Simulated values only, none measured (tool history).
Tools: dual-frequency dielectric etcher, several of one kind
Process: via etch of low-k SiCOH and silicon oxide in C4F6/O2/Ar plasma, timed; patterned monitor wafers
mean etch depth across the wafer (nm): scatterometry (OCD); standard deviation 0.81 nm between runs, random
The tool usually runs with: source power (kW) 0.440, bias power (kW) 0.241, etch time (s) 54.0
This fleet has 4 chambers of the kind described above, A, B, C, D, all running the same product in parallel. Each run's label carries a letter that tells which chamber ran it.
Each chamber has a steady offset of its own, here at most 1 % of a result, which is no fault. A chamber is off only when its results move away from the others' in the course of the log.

run,hour,source power (kW),bias power (kW),etch time (s),hours since the last wet clean,hours since the last source power generator calibration,hours since the last bias power generator calibration,"read-back reference wafer on the same gauge, depth_nm",mean etch depth across the wafer (nm)
1D,2.9,0.440,0.241,54.0,268.9,855.5,233.7,194.17,171.22
2C,9.1,0.440,0.241,54.0,363.2,3244.5,1358.6,194.11,173.00
3B,15.4,0.440,0.241,54.0,400.1,215.1,619.2,193.97,170.95
4A,19.3,0.440,0.241,54.0,479.0,44.1,1731.5,193.88,172.62
5C,24.0,0.440,0.241,54.0,378.1,3259.4,1373.5,193.83,171.74
6B,27.5,0.440,0.241,54.0,412.2,227.2,631.3,193.67,170.86
7D,30.5,0.440,0.241,54.0,296.5,883.1,261.3,194.31,169.08
8A,34.1,0.440,0.241,54.0,493.8,58.9,1746.3,194.06,171.38
9C,40.2,0.440,0.241,54.0,394.3,3275.6,1389.7,194.03,171.88
10B,44.7,0.440,0.241,54.0,429.4,244.4,648.5,193.94,171.81
11D,48.1,0.440,0.241,54.0,314.1,900.7,278.9,194.17,170.84
12A,52.6,0.440,0.241,54.0,512.3,77.4,1764.8,193.95,172.14
# hour 54.0: chamber B: wet clean of the chamber
13A,56.9,0.440,0.241,54.0,516.6,81.7,1769.1,194.00,172.09
14B,59.8,0.440,0.241,54.0,5.8,259.5,663.6,193.94,171.94
15D,65.9,0.440,0.241,54.0,331.9,918.5,296.7,194.02,170.45
16C,69.1,0.440,0.241,54.0,423.2,3304.5,1418.6,193.81,171.44
17B,75.3,0.440,0.241,54.0,21.3,275.0,679.1,194.09,170.95
18C,78.7,0.440,0.241,54.0,432.8,3314.1,1428.2,193.93,170.53
# hour 79.9: chamber C: wet clean of the chamber
19A,82.1,0.440,0.241,54.0,541.8,106.9,1794.3,194.04,172.90
20D,86.3,0.440,0.241,54.0,352.3,938.9,317.1,194.08,169.27
# hour 86.7: chamber A: wet clean of the chamber
21D,91.9,0.440,0.241,54.0,357.9,944.5,322.7,194.14,170.42
22C,94.6,0.440,0.241,54.0,14.7,3330.0,1444.1,194.09,171.59
23A,97.5,0.440,0.241,54.0,10.8,122.3,1809.7,194.18,171.41
24B,103.7,0.440,0.241,54.0,49.7,303.4,707.5,193.81,171.47
25C,106.8,0.440,0.241,54.0,26.9,3342.2,1456.3,194.11,172.49
26D,110.1,0.400,0.223,54.0,376.1,962.7,340.9,194.11,159.22
27B,113.4,0.400,0.223,54.0,59.4,313.1,717.2,193.95,161.57
28A,116.1,0.400,0.223,54.0,29.4,140.9,1828.3,193.88,160.92
29A,121.1,0.400,0.223,54.0,34.4,145.9,1833.3,194.23,162.15
# hour 124.8: chamber D: wet clean of the chamber
30B,127.0,0.440,0.241,54.0,73.0,326.7,730.8,194.02,172.65
31D,129.9,0.440,0.241,54.0,5.2,982.5,360.7,194.08,171.62
32C,135.8,0.440,0.241,54.0,55.9,3371.2,1485.3,193.72,170.52
33B,139.8,0.440,0.241,54.0,85.8,339.5,743.6,194.09,172.80
34D,143.0,0.440,0.241,54.0,18.3,995.6,373.8,194.17,170.18
35C,147.5,0.440,0.241,54.0,67.6,3382.9,1497.0,194.01,170.00
36A,152.7,0.440,0.241,54.0,66.0,177.5,1864.9,194.00,172.43
37D,157.1,0.440,0.241,54.0,32.4,1009.7,387.9,194.21,170.49
38C,160.2,0.440,0.241,54.0,80.3,3395.6,1509.7,193.93,172.28
39A,166.0,0.440,0.241,54.0,79.3,190.8,1878.2,194.02,172.05

Each of the 4 chambers runs these same settings next. Fill in every chamber's results:
40A,170.5,0.440,0.241,63.5,,,,,?
40B,170.5,0.440,0.241,63.5,,,,,?
40C,170.5,0.440,0.241,63.5,,,,,?
40D,170.5,0.440,0.241,63.5,,,,,?

run,mean etch depth across the wafer (nm)
40A,202.78
40B,203.32
40C,201.47
40D,202.05

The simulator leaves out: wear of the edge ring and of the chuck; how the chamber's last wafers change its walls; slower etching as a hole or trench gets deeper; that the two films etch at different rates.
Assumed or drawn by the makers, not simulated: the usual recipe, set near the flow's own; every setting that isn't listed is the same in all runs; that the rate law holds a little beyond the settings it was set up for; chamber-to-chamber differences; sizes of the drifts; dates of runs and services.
